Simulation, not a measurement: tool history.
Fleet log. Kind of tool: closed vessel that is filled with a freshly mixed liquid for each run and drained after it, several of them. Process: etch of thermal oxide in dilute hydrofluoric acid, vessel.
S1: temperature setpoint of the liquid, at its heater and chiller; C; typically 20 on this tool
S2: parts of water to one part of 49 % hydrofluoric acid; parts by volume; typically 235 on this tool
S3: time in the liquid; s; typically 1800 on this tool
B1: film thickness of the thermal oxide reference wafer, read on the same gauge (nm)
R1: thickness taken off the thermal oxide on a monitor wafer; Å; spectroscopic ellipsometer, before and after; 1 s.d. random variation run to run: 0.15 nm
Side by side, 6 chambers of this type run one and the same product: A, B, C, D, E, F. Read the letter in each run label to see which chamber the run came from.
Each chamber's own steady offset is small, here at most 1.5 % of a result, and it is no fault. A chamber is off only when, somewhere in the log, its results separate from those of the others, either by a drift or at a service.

At hour 7.5: chamber C: hydrofluoric acid flow meter replaced.
Run 1E, hour 11.7: usual settings; B1 120. Result: R1 261.59 Å.
Run 2A, hour 18.4: usual settings; B1 119.97. Result: R1 260.18 Å.
At hour 19.3: chamber E: hydrofluoric acid flow meter replaced.
Run 3D, hour 30.8: usual settings; B1 119.97. Result: R1 262.95 Å.
Run 4B, hour 38.6: usual settings; B1 119.99. Result: R1 263 Å.
Run 5F, hour 45.5: usual settings; B1 120.02. Result: R1 258 Å.
Run 6C, hour 52.6: usual settings but S3 2275 s; B1 120.05. Result: R1 323.66 Å.
Run 7D, hour 59.4: usual settings but S3 2275 s; B1 120.02. Result: R1 329.83 Å.
Run 8C, hour 70.4: usual settings but S3 2275 s; B1 120.03. Result: R1 326.75 Å.
Run 9E, hour 80.9: usual settings but S3 2275 s; B1 119.99. Result: R1 328.15 Å.
Run 10A, hour 88.9: usual settings but S3 2275 s; B1 120. Result: R1 331.1 Å.
Run 11B, hour 96.2: usual settings but S3 2275 s; B1 120.01. Result: R1 328.6 Å.
Run 12F, hour 104.9: usual settings but S1 17 C, S3 745 s; B1 120.02. Result: R1 95.555 Å.
Run 13B, hour 117.8: usual settings but S1 17 C, S3 745 s; B1 119.98. Result: R1 97.286 Å.
Run 14C, hour 131.8: usual settings but S1 17 C, S3 745 s; B1 120.02. Result: R1 95.766 Å.
Run 15D, hour 143.3: usual settings but S1 17 C, S3 745 s; B1 119.96. Result: R1 95.545 Å.
Run 16F, hour 154.6: usual settings but S1 17 C, S3 745 s; B1 120.02. Result: R1 96.963 Å.
Run 17E, hour 161.5: usual settings but S1 17 C, S3 745 s; B1 120.01. Result: R1 93.925 Å.
Run 18A, hour 171.3: usual settings; B1 120.03. Result: R1 262.86 Å.
Run 19B, hour 184.1: usual settings; B1 119.98. Result: R1 261.49 Å.
Run 20C, hour 192.2: usual settings; B1 119.96. Result: R1 260.55 Å.
Run 21E, hour 204.7: usual settings; B1 119.97. Result: R1 252.02 Å.
Run 22F, hour 218: usual settings; B1 119.99. Result: R1 257.54 Å.
Run 23A, hour 230: usual settings; B1 120.01. Result: R1 258.51 Å.
Run 24D, hour 244.6: usual settings; B1 120.02. Result: R1 262.52 Å.
Run 25D, hour 254.7: usual settings but S1 17.5 C, S3 2800 s; B1 120.05. Result: R1 365.76 Å.
Run 26E, hour 262.5: usual settings but S1 17.5 C, S3 2800 s; B1 119.98. Result: R1 353.34 Å.
Run 27B, hour 270.7: usual settings but S1 17.5 C, S3 2800 s; B1 119.99. Result: R1 369.67 Å.
At hour 276.9: chamber B: thermometer replaced.
Run 28F, hour 279.2: usual settings but S1 17.5 C, S3 2800 s; B1 120.03. Result: R1 366.98 Å.
Run 29C, hour 292: usual settings but S1 17.5 C, S3 2800 s; B1 120.02. Result: R1 370.88 Å.
Run 30A, hour 304.4: usual settings but S1 17.5 C, S3 2800 s; B1 120.02. Result: R1 367.09 Å.
Run 31A, hour 313.4: usual settings; B1 119.99. Result: R1 262.54 Å.
Run 32C, hour 320.7: usual settings; B1 120. Result: R1 261.4 Å.
Run 33E, hour 329.8: usual settings; B1 120.02. Result: R1 249.85 Å.
Run 34B, hour 337.3: usual settings; B1 120.01. Result: R1 261.6 Å.
Run 35F, hour 349.1: usual settings; B1 119.99. Result: R1 260.89 Å.
Run 36D, hour 359.7: usual settings; B1 119.98. Result: R1 259.45 Å.
Run 37F, hour 366.1: usual settings; B1 120.06. Result: R1 258.43 Å.
Run 38E, hour 374.2: usual settings; B1 119.94. Result: R1 243.02 Å.

For the next run the whole fleet of 6 chambers uses the same settings. Give each chamber's results:
Run 39A, hour 384.9: usual settings. Result: R1 ?.
Run 39B, hour 384.9: usual settings. Result: R1 ?.
Run 39C, hour 384.9: usual settings. Result: R1 ?.
Run 39D, hour 384.9: usual settings. Result: R1 ?.
Run 39E, hour 384.9: usual settings. Result: R1 ?.
Run 39F, hour 384.9: usual settings. Result: R1 ?.

run      R1
39A  262.77
39B  264.69
39C  261.39
39D  263.05
39E  245.57
39F  258.27
